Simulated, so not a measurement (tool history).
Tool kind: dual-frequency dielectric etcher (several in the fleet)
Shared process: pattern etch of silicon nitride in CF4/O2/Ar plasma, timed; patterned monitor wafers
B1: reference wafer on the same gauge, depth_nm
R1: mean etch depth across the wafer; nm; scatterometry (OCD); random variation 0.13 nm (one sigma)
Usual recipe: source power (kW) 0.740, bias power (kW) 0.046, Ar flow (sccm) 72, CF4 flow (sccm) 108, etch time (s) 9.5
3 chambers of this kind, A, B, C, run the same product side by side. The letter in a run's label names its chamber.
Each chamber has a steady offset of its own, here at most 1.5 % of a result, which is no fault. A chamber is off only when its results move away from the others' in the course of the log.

Run 1B, day 0.179: usual settings; B1 23.789. Result: R1 25.889 nm.
Run 2C, day 0.392: usual settings; B1 23.801. Result: R1 25.951 nm.
Run 3A, day 0.679: usual settings; B1 23.797. Result: R1 25.685 nm.
Run 4A, day 0.862: usual settings; B1 23.818. Result: R1 25.514 nm.
Run 5B, day 1.175: usual settings; B1 23.835. Result: R1 25.946 nm.
Run 6C, day 1.392: usual settings; B1 23.781. Result: R1 26.022 nm.
Run 7C, day 1.546: usual settings; B1 23.808. Result: R1 25.814 nm.
Run 8B, day 1.692: usual settings; B1 23.811. Result: R1 25.803 nm.
Run 9A, day 1.875: usual settings; B1 23.850. Result: R1 25.596 nm.
Run 10A, day 2.146: usual settings; B1 23.807. Result: R1 25.688 nm.
Run 11C, day 2.412: usual settings; B1 23.788. Result: R1 25.894 nm.
Run 12B, day 2.683: usual settings; B1 23.799. Result: R1 25.742 nm.
Run 13B, day 2.862: usual settings; B1 23.817. Result: R1 25.803 nm.
Run 14A, day 3.112: usual settings; B1 23.781. Result: R1 25.755 nm.
Run 15C, day 3.262: usual settings; B1 23.786. Result: R1 25.796 nm.
At day 3.358: chamber B: bias power generator calibrated.
At day 3.462: chamber C: Ar flow controller replaced.
Run 16C, day 3.588: usual settings; B1 23.807. Result: R1 25.703 nm.
Run 17B, day 3.733: usual settings; B1 23.808. Result: R1 25.896 nm.
Run 18A, day 3.971: usual settings but source power (kW) 0.680, Ar flow (sccm) 81; B1 23.810. Result: R1 23.390 nm.
Run 19A, day 4.225: usual settings but source power (kW) 0.680, Ar flow (sccm) 81; B1 23.780. Result: R1 23.596 nm.
Run 20B, day 4.450: usual settings but source power (kW) 0.680, Ar flow (sccm) 81; B1 23.796. Result: R1 23.483 nm.
Run 21C, day 4.671: usual settings; B1 23.819. Result: R1 25.966 nm.
Run 22B, day 4.946: usual settings; B1 23.810. Result: R1 25.812 nm.
Run 23A, day 5.162: usual settings; B1 23.792. Result: R1 25.680 nm.
Run 24C, day 5.450: usual settings; B1 23.788. Result: R1 26.051 nm.
Run 25B, day 5.662: usual settings; B1 23.811. Result: R1 25.772 nm.
At day 5.692: chamber A: wet clean of the chamber.
Run 26A, day 5.875: usual settings but source power (kW) 0.650; B1 23.774. Result: R1 22.715 nm.
Run 27C, day 6.108: usual settings but source power (kW) 0.650; B1 23.811. Result: R1 22.988 nm.
Run 28B, day 6.346: usual settings but source power (kW) 0.650; B1 23.830. Result: R1 23.123 nm.
Run 29A, day 6.646: usual settings; B1 23.780. Result: R1 25.805 nm.
Run 30C, day 6.879: usual settings; B1 23.804. Result: R1 25.901 nm.

Next, every chamber runs the same settings. What will each give?
Run 31A, day 7.117: usual settings but etch time (s) 11.5. Result: R1 ?.
Run 31B, day 7.117: usual settings but etch time (s) 11.5. Result: R1 ?.
Run 31C, day 7.117: usual settings but etch time (s) 11.5. Result: R1 ?.

run      R1
31A  30.890
31B  30.774
31C  31.153
